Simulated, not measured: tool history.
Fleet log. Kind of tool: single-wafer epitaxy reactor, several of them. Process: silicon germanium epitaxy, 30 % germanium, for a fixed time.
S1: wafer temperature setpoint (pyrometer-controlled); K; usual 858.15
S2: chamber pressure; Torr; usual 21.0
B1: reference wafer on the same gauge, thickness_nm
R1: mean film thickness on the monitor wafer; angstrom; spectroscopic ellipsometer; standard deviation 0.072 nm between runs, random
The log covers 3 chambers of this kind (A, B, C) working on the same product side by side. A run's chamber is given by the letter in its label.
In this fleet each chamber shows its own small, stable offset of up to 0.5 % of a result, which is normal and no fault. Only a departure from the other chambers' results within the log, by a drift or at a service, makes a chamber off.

run   hour      S1    S2      B1      R1
 1A    9.6  858.15  21.0  39.088  456.67
 2C   17.9  858.15  21.0  39.108  453.61
 3B   30.4  858.15  21.0  39.081  457.09
      39.1  -- chamber C: capacitance manometer re-zeroed and calibrated
 4C   45.0  858.15  21.0  39.078  454.64
 5B   59.6  858.15  21.0  39.070  455.16
 6A   68.5  858.15  21.0  39.065  457.52
 7A   80.5  858.15  21.0  39.056  456.50
 8B   87.3  858.15  21.0  39.053  455.65
 9C  101.1  858.15  21.0  39.026  452.65
10C  111.1  858.15  21.0  39.044  451.70
11B  118.8  858.15  24.7  39.036  488.17
12A  126.0  858.15  24.7  39.037  484.90
13B  136.3  858.15  24.7  39.027  486.11
14C  149.2  858.15  21.0  39.005  452.60
15A  160.5  858.15  21.0  39.023  455.72
16B  173.4  858.15  21.0  39.015  454.54
     175.9  -- chamber B: capacitance manometer re-zeroed and calibrated
17C  179.9  858.15  21.0  39.002  453.68
18A  187.2  858.15  16.2  39.010  411.02
19B  198.4  858.15  16.2  38.994  410.68
20A  207.3  858.15  16.2  38.983  411.70
21C  221.9  858.15  23.9  38.996  475.18
22C  234.3  858.15  23.9  38.964  475.58
23B  244.1  858.15  23.9  38.963  480.75
24A  250.9  858.15  25.1  38.957  488.97
25A  264.6  858.15  25.1  38.958  488.17
26B  277.5  858.15  25.1  38.955  487.63
27C  284.2  858.15  21.0  38.946  452.09
28A  294.8  858.15  21.0  38.940  454.61
29B  304.6  846.15  21.0  38.956  360.27
30C  312.3  846.15  21.0  38.931  357.65
31A  322.1  846.15  21.0  38.925  362.70
32B  336.4  846.15  17.8  38.911  337.38
33C  347.4  846.15  17.8  38.918  334.68
34C  357.8  846.15  17.8  38.915  335.83
35A  369.8  858.15  21.0  38.906  454.00
36B  377.2  858.15  21.0  38.893  454.11
37B  391.0  858.15  21.0  38.891  454.95
38C  403.0  858.15  21.0  38.885  451.66
39A  417.0  858.15  21.0  38.887  455.56
40B  423.4  858.15  21.0  38.888  454.90
41A  432.0  858.15  21.0  38.867  453.48
42C  446.4  858.15  21.0  38.875  451.01
43C  455.9  858.15  21.0  38.855  451.47

Predict what each chamber gives when all 3 of them run the settings below next.
44A  466.4  852.15  21.0       ?
44B  466.4  852.15  21.0       ?
44C  466.4  852.15  21.0       ?

run      R1
44A  405.53
44B  404.93
44C  401.30
